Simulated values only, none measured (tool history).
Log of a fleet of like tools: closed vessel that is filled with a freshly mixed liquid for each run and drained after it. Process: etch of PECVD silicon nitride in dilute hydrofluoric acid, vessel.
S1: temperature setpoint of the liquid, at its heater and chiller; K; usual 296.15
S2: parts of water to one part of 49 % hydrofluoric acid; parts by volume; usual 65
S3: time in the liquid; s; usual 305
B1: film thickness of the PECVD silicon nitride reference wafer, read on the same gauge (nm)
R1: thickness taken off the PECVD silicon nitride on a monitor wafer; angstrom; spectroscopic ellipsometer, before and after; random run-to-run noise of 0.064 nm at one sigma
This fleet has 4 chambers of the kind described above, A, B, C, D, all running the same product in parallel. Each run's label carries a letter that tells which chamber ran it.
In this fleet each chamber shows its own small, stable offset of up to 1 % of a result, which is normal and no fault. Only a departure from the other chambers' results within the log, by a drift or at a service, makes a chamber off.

run   hour      S1  S2   S3      B1      R1
 1B    8.7  296.15  65  305  129.97   74.12
 2A   19.3  296.15  65  305  129.98  74.028
 3D   31.3  296.15  65  305     130  74.411
 4C   41.9  296.15  65  305  130.01  74.238
 5D   53.2  296.15  65  305     130  73.196
 6B   64.5  300.15  65  305  130.04  96.265
 7A   77.3  300.15  65  305  130.04   98.18
 8C   87.7  300.15  65  305     130    96.7
 9B   98.1  300.15  65  305  130.01  96.188
10A  108.5  296.15  65  305     130  74.389
11D  117.5  296.15  40  240  130.01  95.439
12C  123.8  296.15  40  240  130.02  94.043
13B  137.2  296.15  40  240  130.02  92.846
14D    148  296.15  40  240  129.99  95.231
15A  155.9  296.15  65  210  130.01  51.818
16C    165  296.15  65  210     130  50.982
17B    175  296.15  65  210  130.01  51.296
18C  183.4  296.15  65  210     130  51.504
19A  190.8  298.65  65  415     130  119.36
20D  197.2  298.65  65  415     130  118.44
21B  211.2  298.65  65  415  129.96  118.97
22D  220.2  298.65  65  415  129.99  119.04
23A    234  296.15  65  305  129.99  74.919
24C  245.5  296.15  65  360     130  87.335
25C  255.6  296.15  65  360  130.01  88.134
26B  265.9  296.15  65  360  130.02  87.513
27A  277.5  296.15  65  360  129.98  87.917
28D  285.5  296.15  65  305     130  73.281
29D  299.1  296.15  65  305  129.99  73.686
30A  312.1  296.15  65  305  129.99   73.73
31C  323.2  293.15  65  400     130  79.712
32B  334.7  293.15  65  400  130.02   78.71

Each of the 4 chambers runs these same settings next. Fill in every chamber's results:
33A   345  296.15  50  305       ?
33B   345  296.15  50  305       ?
33C   345  296.15  50  305       ?
33D   345  296.15  50  305       ?

run      R1
33A  97.811
33B  94.235
33C  95.107
33D  96.287
